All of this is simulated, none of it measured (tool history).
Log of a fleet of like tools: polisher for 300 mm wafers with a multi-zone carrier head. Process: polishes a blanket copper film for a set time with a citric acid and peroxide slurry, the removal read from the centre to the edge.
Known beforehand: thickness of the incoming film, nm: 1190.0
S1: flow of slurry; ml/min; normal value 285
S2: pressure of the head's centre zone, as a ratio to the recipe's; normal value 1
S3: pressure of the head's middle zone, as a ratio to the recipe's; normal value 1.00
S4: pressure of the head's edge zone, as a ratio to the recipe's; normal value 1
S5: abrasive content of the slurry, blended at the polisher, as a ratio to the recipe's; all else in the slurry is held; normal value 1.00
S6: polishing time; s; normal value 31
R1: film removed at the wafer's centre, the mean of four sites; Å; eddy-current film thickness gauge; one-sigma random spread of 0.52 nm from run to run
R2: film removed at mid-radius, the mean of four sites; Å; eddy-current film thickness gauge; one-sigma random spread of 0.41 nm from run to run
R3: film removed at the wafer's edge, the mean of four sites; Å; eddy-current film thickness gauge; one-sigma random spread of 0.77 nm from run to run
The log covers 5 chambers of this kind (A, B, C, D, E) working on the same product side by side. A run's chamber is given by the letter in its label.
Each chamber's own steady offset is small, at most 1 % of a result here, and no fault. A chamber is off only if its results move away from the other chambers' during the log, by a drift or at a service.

At hour 2.6: chamber B: centre zone pressure recalibrated.
Run 1E, hour 8.2: usual settings. Result: R1 645.37 Å, R2 637.49 Å, R3 639.24 Å.
Run 2A, hour 15.9: usual settings. Result: R1 638.84 Å, R2 636.34 Å, R3 632.17 Å.
Run 3D, hour 23.1: usual settings. Result: R1 629.00 Å, R2 626.92 Å, R3 631.36 Å.
At hour 24.5: chamber E: worn pad replaced by a new one.
Run 4C, hour 31.1: usual settings. Result: R1 652.28 Å, R2 639.85 Å, R3 639.68 Å.
Run 5B, hour 37.6: usual settings but S5 1.15. Result: R1 653.86 Å, R2 660.52 Å, R3 661.94 Å.
Run 6E, hour 44.2: usual settings but S5 1.15. Result: R1 672.22 Å, R2 663.84 Å, R3 650.61 Å.
Run 7D, hour 53.2: usual settings but S5 1.15. Result: R1 653.21 Å, R2 648.19 Å, R3 658.29 Å.
At hour 53.3: chamber B: worn pad replaced by a new one.
At hour 54.8: chamber D: worn pad replaced by a new one.
Run 8B, hour 60.8: usual settings but S5 1.15. Result: R1 651.37 Å, R2 662.88 Å, R3 647.41 Å.
Run 9A, hour 67.0: usual settings but S5 1.15. Result: R1 659.88 Å, R2 654.79 Å, R3 650.73 Å.
Run 10C, hour 72.1: usual settings. Result: R1 637.52 Å, R2 638.78 Å, R3 628.38 Å.
At hour 76.8: chamber C: worn pad replaced by a new one.
Run 11C, hour 78.5: usual settings. Result: R1 646.43 Å, R2 637.80 Å, R3 637.58 Å.
Run 12A, hour 86.2: usual settings. Result: R1 640.35 Å, R2 637.75 Å, R3 639.43 Å.
Run 13E, hour 91.9: usual settings. Result: R1 642.59 Å, R2 646.26 Å, R3 645.02 Å.
At hour 100.7: chamber A: worn pad replaced by a new one.
Run 14D, hour 101.8: usual settings. Result: R1 645.09 Å, R2 630.22 Å, R3 636.07 Å.
Run 15B, hour 106.9: usual settings. Result: R1 641.50 Å, R2 634.64 Å, R3 643.48 Å.
At hour 109.5: chamber B: worn pad replaced by a new one.
Run 16B, hour 113.2: usual settings. Result: R1 632.72 Å, R2 638.11 Å, R3 652.98 Å.
Run 17E, hour 122.3: usual settings. Result: R1 642.94 Å, R2 649.51 Å, R3 622.26 Å.
At hour 123.8: chamber D: slurry nozzle cleaned.
Run 18D, hour 132.9: usual settings. Result: R1 636.06 Å, R2 638.06 Å, R3 615.87 Å.
Run 19A, hour 140.1: usual settings. Result: R1 628.34 Å, R2 637.39 Å, R3 625.04 Å.
Run 20C, hour 146.8: usual settings. Result: R1 644.81 Å, R2 644.14 Å, R3 643.03 Å.
Run 21A, hour 151.9: usual settings but S5 1.25. Result: R1 665.49 Å, R2 668.66 Å, R3 666.11 Å.
At hour 155.8: chamber C: edge zone pressure recalibrated.
Run 22B, hour 157.1: usual settings but S5 1.25. Result: R1 665.72 Å, R2 667.87 Å, R3 667.85 Å.
Run 23E, hour 164.2: usual settings but S5 1.25. Result: R1 677.36 Å, R2 668.40 Å, R3 671.71 Å.
Run 24D, hour 174.4: usual settings but S5 1.25. Result: R1 667.69 Å, R2 666.68 Å, R3 673.93 Å.
Run 25C, hour 179.5: usual settings but S5 1.25. Result: R1 673.85 Å, R2 672.64 Å, R3 660.62 Å.
At hour 179.8: chamber B: worn pad replaced by a new one.
Run 26C, hour 185.0: usual settings. Result: R1 639.12 Å, R2 646.35 Å, R3 626.98 Å.
Run 27A, hour 192.5: usual settings. Result: R1 624.32 Å, R2 638.12 Å, R3 623.02 Å.
At hour 200.6: chamber E: worn pad replaced by a new one.
Run 28E, hour 200.6: usual settings but S3 0.94. Result: R1 636.05 Å, R2 607.22 Å, R3 643.09 Å.
At hour 203.7: chamber D: worn pad replaced by a new one.
Run 29D, hour 206.8: usual settings but S3 0.94. Result: R1 632.47 Å, R2 594.43 Å, R3 634.63 Å.
Run 30B, hour 213.3: usual settings but S3 0.94. Result: R1 631.64 Å, R2 604.92 Å, R3 638.30 Å.
Run 31B, hour 223.5: usual settings but S3 0.94. Result: R1 635.79 Å, R2 607.43 Å, R3 634.53 Å.
Run 32A, hour 230.1: usual settings but S3 0.94. Result: R1 629.73 Å, R2 605.12 Å, R3 614.74 Å.
At hour 232.3: chamber A: slurry nozzle cleaned.
Run 33E, hour 235.6: usual settings. Result: R1 638.88 Å, R2 644.01 Å, R3 636.95 Å.
At hour 238.5: chamber B: worn pad replaced by a new one.
At hour 239.6: chamber C: worn pad replaced by a new one.
Run 34C, hour 241.6: usual settings. Result: R1 643.98 Å, R2 643.92 Å, R3 636.02 Å.
At hour 243.9: chamber E: slurry nozzle cleaned.
At hour 246.1: chamber A: worn pad replaced by a new one.
Run 35D, hour 247.1: usual settings. Result: R1 636.78 Å, R2 631.01 Å, R3 634.87 Å.
Run 36C, hour 256.5: usual settings. Result: R1 652.02 Å, R2 634.40 Å, R3 631.56 Å.
Run 37D, hour 265.1: usual settings. Result: R1 634.10 Å, R2 637.51 Å, R3 629.15 Å.
Run 38E, hour 274.0: usual settings. Result: R1 646.11 Å, R2 651.61 Å, R3 643.04 Å.
Run 39B, hour 279.1: usual settings. Result: R1 634.91 Å, R2 643.12 Å, R3 643.35 Å.
Run 40A, hour 286.7: usual settings. Result: R1 633.53 Å, R2 634.81 Å, R3 625.00 Å.
Run 41C, hour 296.1: usual settings. Result: R1 651.19 Å, R2 639.24 Å, R3 637.72 Å.

Is one chamber off against the others, does the gauge drift, or is nothing wrong? If a chamber is off, say which, and what the likeliest cause is.

No chamber stands off beyond its own small offset, and the gauge holds steady.
